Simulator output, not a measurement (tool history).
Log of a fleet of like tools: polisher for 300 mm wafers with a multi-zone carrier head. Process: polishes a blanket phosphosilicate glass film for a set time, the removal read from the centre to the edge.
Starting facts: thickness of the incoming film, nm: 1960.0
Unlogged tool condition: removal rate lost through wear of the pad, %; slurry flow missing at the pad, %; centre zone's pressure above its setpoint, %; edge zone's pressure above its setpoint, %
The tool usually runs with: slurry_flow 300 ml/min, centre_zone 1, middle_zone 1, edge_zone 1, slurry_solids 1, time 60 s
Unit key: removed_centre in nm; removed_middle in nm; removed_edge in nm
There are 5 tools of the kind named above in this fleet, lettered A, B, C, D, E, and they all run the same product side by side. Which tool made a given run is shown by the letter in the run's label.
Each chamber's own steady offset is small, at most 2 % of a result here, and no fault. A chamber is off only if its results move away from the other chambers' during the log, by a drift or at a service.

run,day,slurry_flow,centre_zone,middle_zone,edge_zone,slurry_solids,time,wafers polished on this pad,hours since the slurry nozzle was cleaned,hours since the centre zone pressure was calibrated,hours since the edge zone pressure was calibrated,removed_centre,removed_middle,removed_edge
# day 0.362: chamber E: worn pad replaced by a new one
1B,0.388,300,1,1,1,1,60,84,56,303.5,132.9,708.83,706.01,708.71
2E,0.788,300,1,1,1,1,60,81,322.2,516.8,961.9,712.79,695.65,714.25
3D,1.1,300,1,1,1,1,60,598,92.2,116.7,412,721.33,701.11,723.8
# day 1.225: chamber A: slurry nozzle cleaned
4C,1.362,300,1,1,1,1,60,709,586.1,112.7,232.2,706.42,697.08,703.25
5A,1.558,300,1,1,1,1,60,1130,8,347.1,45.8,703.6,705.06,707.87
6B,1.792,300,1,1,1,1,60,352,89.7,337.2,166.6,699.46,707.09,711.37
7E,2,300,1,1,1,1,60,312,351.3,545.9,991,708.6,712.29,703.49
8A,2.188,300,0.94,1,1,0.85,60,1250,23.1,362.2,60.9,614.86,641.88,660.59
9D,2.529,300,0.94,1,1,0.85,60,871,126.5,151,446.3,611.42,645.78,663.38
# day 2.558: chamber A: worn pad replaced by a new one
10C,2.792,300,0.94,1,1,0.85,60,982,620.4,147,266.5,609.19,675.48,656.38
11A,3.146,300,0.94,1,1,0.85,60,112,46.1,385.2,83.9,610.25,664.08,668.57
12C,3.533,300,0.94,1,1,0.85,60,1123,638.2,164.8,284.3,619.48,667.5,649.42
# day 3.692: chamber D: worn pad replaced by a new one
# day 3.792: chamber C: worn pad replaced by a new one
13E,3.85,300,1,1,1,1,60,665,395.7,590.3,1035.4,714.41,718.48,713.26
# day 3.858: chamber E: worn pad replaced by a new one
14B,4.125,300,1,1,1,1,60,797,145.7,393.2,222.6,708.78,698.13,709.36
15D,4.329,300,1,1,1,1,60,122,169.7,194.2,489.5,707.34,706.18,721.37
16B,4.629,300,1,1,1,1,60,893,157.8,405.3,234.7,711.68,705.21,704.78
# day 4.838: chamber C: edge zone pressure recalibrated
17E,4.967,300,1,1,1,1,60,211,422.5,617.1,1062.2,717.65,711.88,706.37
# day 5.058: chamber E: slurry nozzle cleaned
18A,5.329,300,1,1,1,1,60,528,98.5,437.6,136.3,709.78,708.79,712.24
19C,5.558,300,1,1,1,1,60,337,686.8,213.4,17.3,715.56,722.62,707.74
20D,5.838,300,1,1,1,1,60,409,205.9,230.4,525.7,710.9,708.18,722.45
21A,6.025,300,1,1,1,1,60,661,115.2,454.3,153,707.2,694.77,723.66
22C,6.417,300,1,1,1,1,60,501,707.4,234,37.9,707.15,719.35,701.75
# day 6.512: chamber B: worn pad replaced by a new one
23D,6.629,300,1,1,1,1,60,560,224.9,249.4,544.7,704.81,711.66,719.11
24E,7.033,300,1,1,1,1,60,605,47.5,666.7,1111.8,711.14,719.54,709.74
25B,7.408,300,1,1,1,1,60,171,224.5,472,301.4,734.78,701.49,720.77
# day 7.692: chamber E: worn pad replaced by a new one
26D,7.742,300,1,1,1.1,1,60,773,251.6,276.1,571.4,706.48,706.36,754.83
27E,8.017,300,1,1,1.1,1,60,62,71.1,690.3,1135.4,707.85,731.95,740.43
# day 8.083: chamber A: worn pad replaced by a new one
28A,8.296,300,1,1,1.1,1,60,41,169.7,508.8,207.5,707.3,710.42,759.69
29B,8.504,300,1,1,1.1,1,60,380,250.8,498.3,327.7,737.93,705.98,746.5
# day 8.871: chamber C: slurry nozzle cleaned
30C,8.929,300,1,1,1.1,1,60,980,1.5,294.3,98.2,715.78,714.92,751.11
# day 8.946: chamber D: worn pad replaced by a new one
31C,9.25,300,1,1,1,1,60,1041,9.2,302,105.9,707.3,726.55,705.4
32B,9.6,300,1,1,1,1,60,589,277.1,524.6,354,725.58,680.2,706.63
33E,9.983,300,1,1,1,1,60,437,118.3,737.5,1182.6,710.82,736.26,714.54
34D,10.4,300,1,1,1,1,60,277,315.4,339.9,635.2,716.34,706,726
35A,10.654,300,1,1,1,1,60,491,226.3,565.4,264.1,700.71,713,719.96
# day 10.938: chamber E: worn pad replaced by a new one
36B,11.075,300,1,1,1,1,60,870,312.5,560,389.4,749.48,707.26,717.33
37A,11.304,300,1,1,1,1,60,615,241.9,581,279.7,709.29,709.43,719.53
38E,11.617,300,1,1,1,1,60,130,157.5,776.7,1221.8,712.91,720.4,712.87

All chambers now run identical settings, listed one chamber a line with results as question marks. What results will each chamber show?
39A,11.921,300,0.93,1,1,1,60,,,,,?,?,?
39B,11.921,300,0.93,1,1,1,60,,,,,?,?,?
39C,11.921,300,0.93,1,1,1,60,,,,,?,?,?
39D,11.921,300,0.93,1,1,1,60,,,,,?,?,?
39E,11.921,300,0.93,1,1,1,60,,,,,?,?,?

run,removed_centre,removed_middle,removed_edge
39A,657.02,715.07,710.3
39B,676.87,707.69,708.62
39C,656.08,698.73,702.29
39D,652.99,727.19,711.4
39E,653.7,721.92,711.36

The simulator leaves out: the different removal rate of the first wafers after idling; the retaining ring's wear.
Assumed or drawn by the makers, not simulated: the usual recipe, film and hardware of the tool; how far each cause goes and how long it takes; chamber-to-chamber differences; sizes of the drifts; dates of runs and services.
